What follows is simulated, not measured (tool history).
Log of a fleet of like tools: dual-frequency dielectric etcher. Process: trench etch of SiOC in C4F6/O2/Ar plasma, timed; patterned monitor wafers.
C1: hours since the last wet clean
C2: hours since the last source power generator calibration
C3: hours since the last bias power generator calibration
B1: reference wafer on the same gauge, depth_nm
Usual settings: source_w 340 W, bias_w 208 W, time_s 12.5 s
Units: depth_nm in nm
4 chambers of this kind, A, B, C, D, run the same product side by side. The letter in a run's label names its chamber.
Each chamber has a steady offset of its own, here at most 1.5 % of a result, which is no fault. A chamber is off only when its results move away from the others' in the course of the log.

run 1B hour=4.6 | source_w=340 bias_w=208 time_s=12.5 | C1=189.7 C2=2331.1 C3=96.2 | B1=26.812 | depth_nm=25.509
run 2C hour=8.1 | source_w=340 bias_w=208 time_s=12.5 | C1=399.3 C2=1583.7 C3=974.5 | B1=26.792 | depth_nm=25.642
run 3D hour=10.5 | source_w=340 bias_w=208 time_s=12.5 | C1=229.7 C2=2185.6 C3=959.2 | B1=26.788 | depth_nm=25.163
run 4A hour=14.0 | source_w=340 bias_w=208 time_s=12.5 | C1=423.8 C2=5085.4 C3=3141.4 | B1=26.807 | depth_nm=25.728
run 5A hour=18.5 | source_w=260 bias_w=171 time_s=12.5 | C1=428.3 C2=5089.9 C3=3145.9 | B1=26.790 | depth_nm=21.769
run 6B hour=20.5 | source_w=260 bias_w=171 time_s=12.5 | C1=205.6 C2=2347.0 C3=112.1 | B1=26.807 | depth_nm=21.630
run 7D hour=24.3 | source_w=260 bias_w=171 time_s=12.5 | C1=243.5 C2=2199.4 C3=973.0 | B1=26.799 | depth_nm=21.381
run 8C hour=28.5 | source_w=260 bias_w=171 time_s=12.5 | C1=419.7 C2=1604.1 C3=994.9 | B1=26.788 | depth_nm=21.611
run 9A hour=31.9 | source_w=340 bias_w=208 time_s=12.5 | C1=441.7 C2=5103.3 C3=3159.3 | B1=26.792 | depth_nm=25.733
run 10D hour=35.9 | source_w=340 bias_w=208 time_s=12.5 | C1=255.1 C2=2211.0 C3=984.6 | B1=26.784 | depth_nm=25.283
run 11C hour=38.0 | source_w=270 bias_w=208 time_s=12.5 | C1=429.2 C2=1613.6 C3=1004.4 | B1=26.811 | depth_nm=23.293
run 12B hour=42.4 | source_w=270 bias_w=208 time_s=12.5 | C1=227.5 C2=2368.9 C3=134.0 | B1=26.802 | depth_nm=23.376
run 13D hour=47.0 | source_w=270 bias_w=208 time_s=12.5 | C1=266.2 C2=2222.1 C3=995.7 | B1=26.793 | depth_nm=22.934
run 14B hour=50.0 | source_w=270 bias_w=208 time_s=12.5 | C1=235.1 C2=2376.5 C3=141.6 | B1=26.812 | depth_nm=23.437
run 15C hour=54.2 | source_w=340 bias_w=208 time_s=12.5 | C1=445.4 C2=1629.8 C3=1020.6 | B1=26.790 | depth_nm=25.263
run 16A hour=56.6 | source_w=340 bias_w=208 time_s=12.5 | C1=466.4 C2=5128.0 C3=3184.0 | B1=26.801 | depth_nm=25.703
run 17C hour=59.3 | source_w=340 bias_w=208 time_s=12.5 | C1=450.5 C2=1634.9 C3=1025.7 | B1=26.793 | depth_nm=25.303
-- hour=60.2 chamber C: source power generator calibrated
run 18A hour=63.2 | source_w=340 bias_w=208 time_s=12.5 | C1=473.0 C2=5134.6 C3=3190.6 | B1=26.796 | depth_nm=25.740
run 19B hour=67.6 | source_w=340 bias_w=208 time_s=12.5 | C1=252.7 C2=2394.1 C3=159.2 | B1=26.798 | depth_nm=25.560
run 20D hour=70.4 | source_w=340 bias_w=208 time_s=12.5 | C1=289.6 C2=2245.5 C3=1019.1 | B1=26.811 | depth_nm=25.114
run 21D hour=73.9 | source_w=340 bias_w=208 time_s=12.5 | C1=293.1 C2=2249.0 C3=1022.6 | B1=26.803 | depth_nm=25.279
run 22B hour=76.0 | source_w=340 bias_w=208 time_s=12.5 | C1=261.1 C2=2402.5 C3=167.6 | B1=26.810 | depth_nm=25.682
run 23A hour=78.2 | source_w=340 bias_w=208 time_s=12.5 | C1=488.0 C2=5149.6 C3=3205.6 | B1=26.802 | depth_nm=25.714
run 24C hour=80.4 | source_w=340 bias_w=208 time_s=12.5 | C1=471.6 C2=20.2 C3=1046.8 | B1=26.794 | depth_nm=25.052
run 25A hour=84.2 | source_w=340 bias_w=208 time_s=12.5 | C1=494.0 C2=5155.6 C3=3211.6 | B1=26.810 | depth_nm=25.684
run 26D hour=88.5 | source_w=340 bias_w=208 time_s=12.5 | C1=307.7 C2=2263.6 C3=1037.2 | B1=26.794 | depth_nm=25.252
run 27B hour=92.9 | source_w=340 bias_w=208 time_s=12.5 | C1=278.0 C2=2419.4 C3=184.5 | B1=26.802 | depth_nm=25.556
run 28C hour=96.7 | source_w=340 bias_w=208 time_s=12.5 | C1=487.9 C2=36.5 C3=1063.1 | B1=26.805 | depth_nm=25.043
run 29D hour=99.2 | source_w=340 bias_w=208 time_s=12.5 | C1=318.4 C2=2274.3 C3=1047.9 | B1=26.797 | depth_nm=25.232
run 30A hour=101.7 | source_w=340 bias_w=208 time_s=12.5 | C1=511.5 C2=5173.1 C3=3229.1 | B1=26.774 | depth_nm=25.695
run 31B hour=105.0 | source_w=340 bias_w=208 time_s=12.5 | C1=290.1 C2=2431.5 C3=196.6 | B1=26.815 | depth_nm=25.479
run 32C hour=108.0 | source_w=400 bias_w=208 time_s=12.5 | C1=499.2 C2=47.8 C3=1074.4 | B1=26.788 | depth_nm=26.468

All 4 chambers run these settings next. Forecast each chamber's results:
run 33A hour=111.3 | source_w=340 bias_w=208 time_s=12.5 | depth_nm=?
run 33B hour=111.3 | source_w=340 bias_w=208 time_s=12.5 | depth_nm=?
run 33C hour=111.3 | source_w=340 bias_w=208 time_s=12.5 | depth_nm=?
run 33D hour=111.3 | source_w=340 bias_w=208 time_s=12.5 | depth_nm=?

run=33A depth_nm=25.716
run=33B depth_nm=25.632
run=33C depth_nm=24.778
run=33D depth_nm=25.228
